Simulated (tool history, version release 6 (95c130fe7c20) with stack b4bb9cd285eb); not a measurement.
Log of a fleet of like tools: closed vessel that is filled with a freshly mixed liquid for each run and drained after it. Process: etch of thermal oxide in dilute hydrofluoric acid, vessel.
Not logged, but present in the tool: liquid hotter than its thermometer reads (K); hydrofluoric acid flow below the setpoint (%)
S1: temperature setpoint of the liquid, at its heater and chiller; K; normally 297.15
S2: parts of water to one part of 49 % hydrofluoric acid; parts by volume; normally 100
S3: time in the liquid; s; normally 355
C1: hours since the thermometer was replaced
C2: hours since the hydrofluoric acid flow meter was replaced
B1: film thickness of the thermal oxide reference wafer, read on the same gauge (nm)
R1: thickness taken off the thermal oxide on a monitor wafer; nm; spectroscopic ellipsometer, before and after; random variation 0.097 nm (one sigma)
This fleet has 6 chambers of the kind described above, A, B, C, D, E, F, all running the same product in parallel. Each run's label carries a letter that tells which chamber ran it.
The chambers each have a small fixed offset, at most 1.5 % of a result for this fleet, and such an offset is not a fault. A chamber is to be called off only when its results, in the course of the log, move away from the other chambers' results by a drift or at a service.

run 1B hour=9.8 | S1=297.15 S2=100 S3=355 | C1=372.7 C2=284.1 | B1=90.010 | R1=17.028
run 2F hour=20.0 | S1=297.15 S2=100 S3=355 | C1=139.1 C2=106.7 | B1=90.012 | R1=16.776
run 3A hour=27.4 | S1=297.15 S2=100 S3=355 | C1=416.7 C2=91.7 | B1=90.019 | R1=16.640
run 4E hour=34.4 | S1=297.15 S2=100 S3=355 | C1=932.9 C2=1212.2 | B1=89.996 | R1=16.973
run 5C hour=40.1 | S1=301.15 S2=100 S3=230 | C1=1583.8 C2=791.8 | B1=89.997 | R1=12.910
run 6D hour=49.4 | S1=301.15 S2=100 S3=230 | C1=741.8 C2=180.7 | B1=90.019 | R1=13.028
run 7E hour=58.6 | S1=301.15 S2=100 S3=230 | C1=957.1 C2=1236.4 | B1=90.011 | R1=12.804
run 8F hour=64.2 | S1=301.15 S2=100 S3=230 | C1=183.3 C2=150.9 | B1=89.997 | R1=12.803
run 9B hour=70.7 | S1=301.15 S2=100 S3=230 | C1=433.6 C2=345.0 | B1=90.010 | R1=12.780
run 10D hour=76.1 | S1=301.15 S2=100 S3=230 | C1=768.5 C2=207.4 | B1=90.006 | R1=13.008
run 11A hour=80.9 | S1=297.15 S2=100 S3=355 | C1=470.2 C2=145.2 | B1=89.993 | R1=16.730
run 12C hour=87.8 | S1=297.15 S2=100 S3=355 | C1=1631.5 C2=839.5 | B1=89.967 | R1=16.777
run 13F hour=95.3 | S1=297.15 S2=100 S3=355 | C1=214.4 C2=182.0 | B1=90.001 | R1=16.882
run 14A hour=104.9 | S1=298.65 S2=100 S3=555 | C1=494.2 C2=169.2 | B1=89.992 | R1=27.657
run 15E hour=112.0 | S1=298.65 S2=100 S3=555 | C1=1010.5 C2=1289.8 | B1=90.003 | R1=27.960
run 16C hour=120.1 | S1=298.65 S2=100 S3=555 | C1=1663.8 C2=871.8 | B1=89.996 | R1=28.010
run 17D hour=126.9 | S1=298.65 S2=100 S3=555 | C1=819.3 C2=258.2 | B1=89.992 | R1=28.151
run 18B hour=133.4 | S1=298.65 S2=100 S3=555 | C1=496.3 C2=407.7 | B1=89.988 | R1=28.426
run 19E hour=140.3 | S1=298.65 S2=100 S3=555 | C1=1038.8 C2=1318.1 | B1=89.995 | R1=28.216
run 20A hour=145.2 | S1=297.15 S2=100 S3=355 | C1=534.5 C2=209.5 | B1=90.002 | R1=16.334
run 21F hour=154.2 | S1=297.15 S2=100 S3=355 | C1=273.3 C2=240.9 | B1=90.010 | R1=16.775
run 22B hour=163.9 | S1=297.15 S2=100 S3=355 | C1=526.8 C2=438.2 | B1=89.994 | R1=17.130
run 23D hour=170.2 | S1=297.15 S2=85 S3=355 | C1=862.6 C2=301.5 | B1=89.990 | R1=20.568
run 24C hour=177.0 | S1=297.15 S2=85 S3=355 | C1=1720.7 C2=928.7 | B1=89.990 | R1=20.313
run 25A hour=182.9 | S1=297.15 S2=85 S3=355 | C1=572.2 C2=247.2 | B1=89.984 | R1=19.836
run 26E hour=189.6 | S1=297.15 S2=85 S3=355 | C1=1088.1 C2=1367.4 | B1=89.987 | R1=20.231
run 27B hour=198.6 | S1=297.15 S2=85 S3=355 | C1=561.5 C2=472.9 | B1=90.009 | R1=20.366
run 28C hour=204.7 | S1=297.15 S2=85 S3=355 | C1=1748.4 C2=956.4 | B1=90.015 | R1=20.180
run 29D hour=210.0 | S1=297.15 S2=100 S3=355 | C1=902.4 C2=341.3 | B1=90.007 | R1=16.929
run 30F hour=215.1 | S1=297.15 S2=65 S3=355 | C1=334.2 C2=301.8 | B1=89.979 | R1=26.834
run 31F hour=220.4 | S1=297.15 S2=65 S3=355 | C1=339.5 C2=307.1 | B1=90.002 | R1=26.979
run 32D hour=229.2 | S1=297.15 S2=65 S3=355 | C1=921.6 C2=360.5 | B1=89.976 | R1=27.598
run 33A hour=236.7 | S1=297.15 S2=65 S3=355 | C1=626.0 C2=301.0 | B1=89.992 | R1=26.214
run 34B hour=241.4 | S1=297.15 S2=65 S3=355 | C1=604.3 C2=515.7 | B1=89.992 | R1=27.035
run 35E hour=249.9 | S1=297.15 S2=65 S3=355 | C1=1148.4 C2=1427.7 | B1=89.995 | R1=27.647
run 36C hour=255.9 | S1=297.15 S2=100 S3=355 | C1=1799.6 C2=1007.6 | B1=90.001 | R1=16.862
run 37A hour=261.7 | S1=297.15 S2=100 S3=355 | C1=651.0 C2=326.0 | B1=89.966 | R1=16.153
run 38B hour=269.3 | S1=297.15 S2=100 S3=355 | C1=632.2 C2=543.6 | B1=89.993 | R1=16.972
run 39C hour=274.0 | S1=297.15 S2=100 S3=355 | C1=1817.7 C2=1025.7 | B1=90.006 | R1=16.722
run 40D hour=282.0 | S1=297.15 S2=100 S3=355 | C1=974.4 C2=413.3 | B1=90.025 | R1=17.006
run 41E hour=291.1 | S1=297.15 S2=100 S3=355 | C1=1189.6 C2=1468.9 | B1=89.976 | R1=17.077
run 42F hour=297.1 | S1=297.15 S2=100 S3=355 | C1=416.2 C2=383.8 | B1=90.007 | R1=16.777
run 43C hour=302.9 | S1=297.15 S2=100 S3=355 | C1=1846.6 C2=1054.6 | B1=90.014 | R1=16.870
run 44B hour=310.9 | S1=297.15 S2=100 S3=355 | C1=673.8 C2=585.2 | B1=90.013 | R1=17.057

All 6 chambers run these settings next. Forecast each chamber's results:
run 45A hour=318.5 | S1=297.15 S2=100 S3=355 | R1=?
run 45B hour=318.5 | S1=297.15 S2=100 S3=355 | R1=?
run 45C hour=318.5 | S1=297.15 S2=100 S3=355 | R1=?
run 45D hour=318.5 | S1=297.15 S2=100 S3=355 | R1=?
run 45E hour=318.5 | S1=297.15 S2=100 S3=355 | R1=?
run 45F hour=318.5 | S1=297.15 S2=100 S3=355 | R1=?

run=45A R1=16.047
run=45B R1=16.865
run=45C R1=16.777
run=45D R1=17.100
run=45E R1=16.826
run=45F R1=16.912

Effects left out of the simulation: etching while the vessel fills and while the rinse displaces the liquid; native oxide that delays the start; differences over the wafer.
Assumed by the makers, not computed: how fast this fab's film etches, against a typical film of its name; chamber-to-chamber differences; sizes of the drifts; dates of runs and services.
